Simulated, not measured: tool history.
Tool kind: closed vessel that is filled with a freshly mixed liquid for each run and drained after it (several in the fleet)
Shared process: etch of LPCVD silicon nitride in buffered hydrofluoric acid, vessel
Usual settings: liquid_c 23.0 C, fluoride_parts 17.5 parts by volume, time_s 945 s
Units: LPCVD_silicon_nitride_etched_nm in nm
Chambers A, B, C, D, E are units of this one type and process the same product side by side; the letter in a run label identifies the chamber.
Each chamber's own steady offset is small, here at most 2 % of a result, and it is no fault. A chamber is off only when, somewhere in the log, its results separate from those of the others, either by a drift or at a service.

run	day	liquid_c	fluoride_parts	time_s	read-back film thickness of the LPCVD silicon nitride reference wafer, read on the same gauge (nm)	LPCVD_silicon_nitride_etched_nm
1B	0.617	23.0	17.5	945	150.00	8.5000
2D	1.288	23.0	17.5	945	149.99	8.3152
3A	1.679	23.0	17.5	945	150.00	8.4372
4E	2.217	23.0	17.5	945	150.00	8.5709
5C	2.758	23.0	17.5	945	150.01	8.2661
6C	3.062	23.0	17.5	945	149.98	8.3053
# day 3.279: chamber A: thermometer replaced
7E	3.500	23.0	17.5	945	149.97	8.5356
8B	4.154	23.0	17.5	945	150.00	8.4679
9A	4.729	23.0	17.5	945	150.00	8.3923
10D	5.075	23.0	17.5	945	149.97	8.5525
11B	5.608	23.0	17.5	945	149.98	8.4633
# day 6.096: chamber B: thermometer replaced
12D	6.150	23.0	17.5	945	150.00	8.4705
13C	6.600	23.0	17.5	945	150.02	8.2887
14A	7.179	23.0	17.5	945	150.00	8.4859
15E	7.671	23.0	17.5	945	150.01	8.5552
16B	8.021	23.0	17.5	945	149.99	8.6351
17A	8.479	23.0	17.5	945	150.02	8.4871
18D	8.825	23.0	17.5	945	149.97	8.2871
19E	9.458	23.0	17.5	945	149.99	8.4687
20C	9.775	23.0	17.5	945	150.01	8.2246
21C	10.125	23.0	17.5	945	149.99	8.3704
# day 10.525: chamber C: hydrofluoric acid flow meter replaced
22E	10.758	23.0	17.5	945	150.03	8.5586
23B	11.054	23.0	17.5	945	150.00	8.9180
24A	11.412	19.5	17.5	1225	150.00	9.0337
25D	11.821	19.5	17.5	1225	150.01	8.9660
26B	12.425	19.5	17.5	1225	149.99	9.6803
27C	13.058	19.5	17.5	1225	149.99	8.8845
28A	13.654	19.5	17.5	1225	150.00	9.0083
29D	14.329	23.0	17.5	945	150.00	8.2826
30E	14.696	26.0	23.5	945	150.01	7.8408
31D	15.200	26.0	23.5	945	150.00	7.8253
32E	15.771	26.0	23.5	945	149.97	7.8920

All chambers now run identical settings, listed one chamber a line with results as question marks. What results will each chamber show?
33A	16.262	23.0	12.0	945		?
33B	16.262	23.0	12.0	945		?
33C	16.262	23.0	12.0	945		?
33D	16.262	23.0	12.0	945		?
33E	16.262	23.0	12.0	945		?

run	LPCVD_silicon_nitride_etched_nm
33A	12.3170
33B	13.4660
33C	11.7940
33D	11.9050
33E	12.2870
